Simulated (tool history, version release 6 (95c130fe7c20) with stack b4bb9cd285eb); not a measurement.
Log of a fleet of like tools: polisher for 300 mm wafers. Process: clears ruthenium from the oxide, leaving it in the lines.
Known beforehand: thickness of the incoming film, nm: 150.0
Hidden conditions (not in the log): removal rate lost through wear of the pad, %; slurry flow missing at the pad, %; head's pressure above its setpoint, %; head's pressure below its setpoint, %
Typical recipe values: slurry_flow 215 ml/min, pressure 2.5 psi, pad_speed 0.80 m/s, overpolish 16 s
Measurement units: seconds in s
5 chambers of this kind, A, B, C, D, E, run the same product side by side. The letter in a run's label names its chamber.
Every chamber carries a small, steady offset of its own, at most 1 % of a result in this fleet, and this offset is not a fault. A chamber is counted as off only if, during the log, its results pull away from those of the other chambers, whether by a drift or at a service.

run	hour	slurry_flow	pressure	pad_speed	overpolish	wafers polished on this pad	hours since the slurry nozzle was cleaned	hours since the head pressure was calibrated	seconds
1E	3.5	215	2.5	0.80	16	506	330.0	43.9	138.170
2B	10.1	215	2.5	0.80	16	1259	697.6	744.8	136.330
3C	14.1	215	2.5	0.80	16	599	366.2	174.1	138.110
4A	18.7	215	2.5	0.80	16	152	779.9	1240.9	138.280
5D	23.2	215	2.5	0.80	16	922	205.4	28.4	135.680
6C	29.9	215	2.5	0.80	16	716	382.0	189.9	137.890
7A	36.6	215	2.5	0.80	16	285	797.8	1258.8	138.110
8D	41.7	215	2.5	0.80	16	1059	223.9	46.9	135.360
# hour 42.7: chamber E: worn pad replaced by a new one
9E	45.0	215	2.5	0.80	16	17	371.5	85.4	136.850
# hour 49.0: chamber B: worn pad replaced by a new one
# hour 51.6: chamber A: slurry nozzle cleaned
10B	51.8	190	2.5	0.80	12	21	739.3	786.5	136.590
# hour 58.5: chamber B: slurry nozzle cleaned
11E	59.2	190	2.5	0.80	12	122	385.7	99.6	138.570
12D	65.5	190	2.5	0.80	12	1235	247.7	70.7	137.130
# hour 67.0: chamber A: head pressure recalibrated
# hour 69.9: chamber A: worn pad replaced by a new one
13C	72.5	190	2.5	0.80	12	1030	424.6	232.5	141.440
14A	76.8	190	2.5	0.80	12	51	25.2	9.8	136.660
15B	81.7	190	2.5	1.02	16	242	23.3	816.4	107.870
# hour 88.6: chamber D: worn pad replaced by a new one
16B	89.2	190	2.5	1.02	16	297	30.8	823.9	106.700
17A	92.8	190	2.5	1.02	16	169	41.2	25.8	110.040
18E	98.4	190	2.5	1.02	16	412	424.9	138.8	107.680
19D	102.6	190	2.5	1.02	16	103	284.8	107.8	106.750
20C	109.8	215	2.5	0.80	16	1306	461.9	269.8	140.470
21A	117.0	215	2.5	0.80	16	348	65.4	50.0	137.780
# hour 119.8: chamber E: slurry nozzle cleaned
22B	122.1	215	2.5	0.80	16	540	63.7	856.8	135.990
# hour 128.5: chamber C: head pressure recalibrated
23C	129.6	215	2.5	0.80	12	1452	481.7	1.1	142.760
24D	136.7	215	2.5	0.80	12	355	318.9	141.9	135.990
# hour 140.2: chamber E: worn pad replaced by a new one
25E	140.9	215	2.5	0.80	12	5	21.1	181.3	137.350
26D	147.3	215	2.5	0.80	12	434	329.5	152.5	135.760
# hour 148.6: chamber A: worn pad replaced by a new one
27A	152.6	215	2.5	0.80	12	29	101.0	85.6	140.480
28E	156.2	215	2.5	0.80	16	118	36.4	196.6	136.530
29C	160.0	215	2.5	0.80	16	1677	512.1	31.5	141.750
30B	166.5	215	2.5	0.80	16	869	108.1	901.2	135.930
31B	171.0	215	2.5	1.08	16	902	112.6	905.7	100.320
32E	174.8	215	2.5	1.08	16	256	55.0	215.2	101.780
33D	179.6	215	2.5	1.08	16	672	361.8	184.8	101.330
34A	185.6	215	2.5	1.08	16	273	134.0	118.6	99.547
35C	190.0	215	2.5	1.08	16	1899	542.1	61.5	106.240
36C	197.5	215	2.5	0.80	16	1954	549.6	69.0	143.230
37E	202.9	215	2.5	0.80	16	464	83.1	243.3	137.290
38D	207.0	215	2.5	0.80	16	875	389.2	212.2	136.330
39A	210.6	215	2.5	0.80	16	458	159.0	143.6	138.300
40B	217.5	215	2.5	0.80	16	1246	159.1	952.2	134.830

Next, every chamber runs the same settings. What will each give?
41A	222.9	215	2.1	0.80	16				?
41B	222.9	215	2.1	0.80	16				?
41C	222.9	215	2.1	0.80	16				?
41D	222.9	215	2.1	0.80	16				?
41E	222.9	215	2.1	0.80	16				?

run	seconds
41A	164.990
41B	159.430
41C	174.060
41D	161.880
41E	162.270

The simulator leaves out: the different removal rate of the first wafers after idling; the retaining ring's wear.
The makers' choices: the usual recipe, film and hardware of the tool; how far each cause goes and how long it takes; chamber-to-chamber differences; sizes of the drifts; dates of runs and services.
